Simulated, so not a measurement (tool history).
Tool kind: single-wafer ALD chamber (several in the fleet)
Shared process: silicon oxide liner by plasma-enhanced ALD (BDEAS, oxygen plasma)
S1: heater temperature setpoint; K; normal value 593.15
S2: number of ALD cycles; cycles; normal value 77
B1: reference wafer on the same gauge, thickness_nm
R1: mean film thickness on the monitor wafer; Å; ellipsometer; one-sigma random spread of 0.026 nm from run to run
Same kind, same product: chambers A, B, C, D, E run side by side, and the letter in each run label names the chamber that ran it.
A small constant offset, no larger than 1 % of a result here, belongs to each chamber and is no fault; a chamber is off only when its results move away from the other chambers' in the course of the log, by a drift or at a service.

run    day      S1  S2      B1      R1
 1D  0.154  593.15  77  6.9452  69.481
 2C  0.371  593.15  77  6.9519  69.174
 3A  0.579  593.15  77  6.9456  70.141
 4E  0.804  593.15  77  6.9473  69.349
 5B      1  593.15  77  6.9496  69.858
 6A  1.162  593.15  77  6.9465  70.055
 7C  1.267  593.15  77  6.9524  69.154
 8D  1.417  593.15  77  6.9539  69.723
 9E   1.65  593.15  77  6.9551  69.808
10B  1.892  593.15  77  6.9526  70.066
11D  2.112  593.15  77  6.9522  69.288
12E  2.312  593.15  77   6.951  69.516
13C  2.525  593.15  77  6.9564   69.03
14B  2.762  593.15  77  6.9529  69.728
15A  2.917  593.15  77   6.954  70.171
16E  3.079  593.15  77  6.9512   69.59
17C  3.317  593.15  77  6.9474  68.993
18B  3.429  593.15  77  6.9455  69.602
19A  3.671  593.15  77  6.9507  70.251
20D  3.892  593.15  77  6.9474  69.434
21D  4.067  602.15  77  6.9431  69.138
22C  4.271  602.15  77  6.9574  68.004
23A  4.508  602.15  77   6.953  69.193
24E  4.696  602.15  77  6.9572  68.542
25B   4.85  602.15  77  6.9488  68.844
26E  5.021  593.15  77  6.9547  70.108
27B  5.238  586.15  63  6.9486  57.678
28D  5.412  586.15  63  6.9551  57.539
29A  5.571  586.15  63  6.9546  58.372
30C  5.696  586.15  63  6.9524  56.889
31C  5.854  586.15  63  6.9528  57.072
32B  6.075  593.15  77  6.9505  69.342
33D  6.229  593.15  77  6.9444  69.686
34A  6.358  593.15  77  6.9504  70.227
35E  6.571  593.15  77  6.9547   69.96
36B  6.742  593.15  77  6.9483  69.707
37E  6.875  593.15  77  6.9531  69.661
38A  7.083  578.15  91  6.9504  84.543
39D  7.238  578.15  91  6.9469  83.637
     7.396  -- chamber E: thermocouple changed; heater temperature recalibrated
40C  7.442  578.15  91  6.9469  82.701
41D  7.575  578.15  91  6.9504  84.304
42A  7.712  578.15  91  6.9497  84.527
43E  7.933  584.15  91  6.9525  84.288
44B  8.092  584.15  91    6.95  83.112

Is one chamber out of step, is the gauge drifting, or do the chambers differ by no more than their own small offsets? For an off chamber, give its letter and the likeliest cause.

No chamber is off and the gauge is stable; the differences are just each chamber's small, constant offset.

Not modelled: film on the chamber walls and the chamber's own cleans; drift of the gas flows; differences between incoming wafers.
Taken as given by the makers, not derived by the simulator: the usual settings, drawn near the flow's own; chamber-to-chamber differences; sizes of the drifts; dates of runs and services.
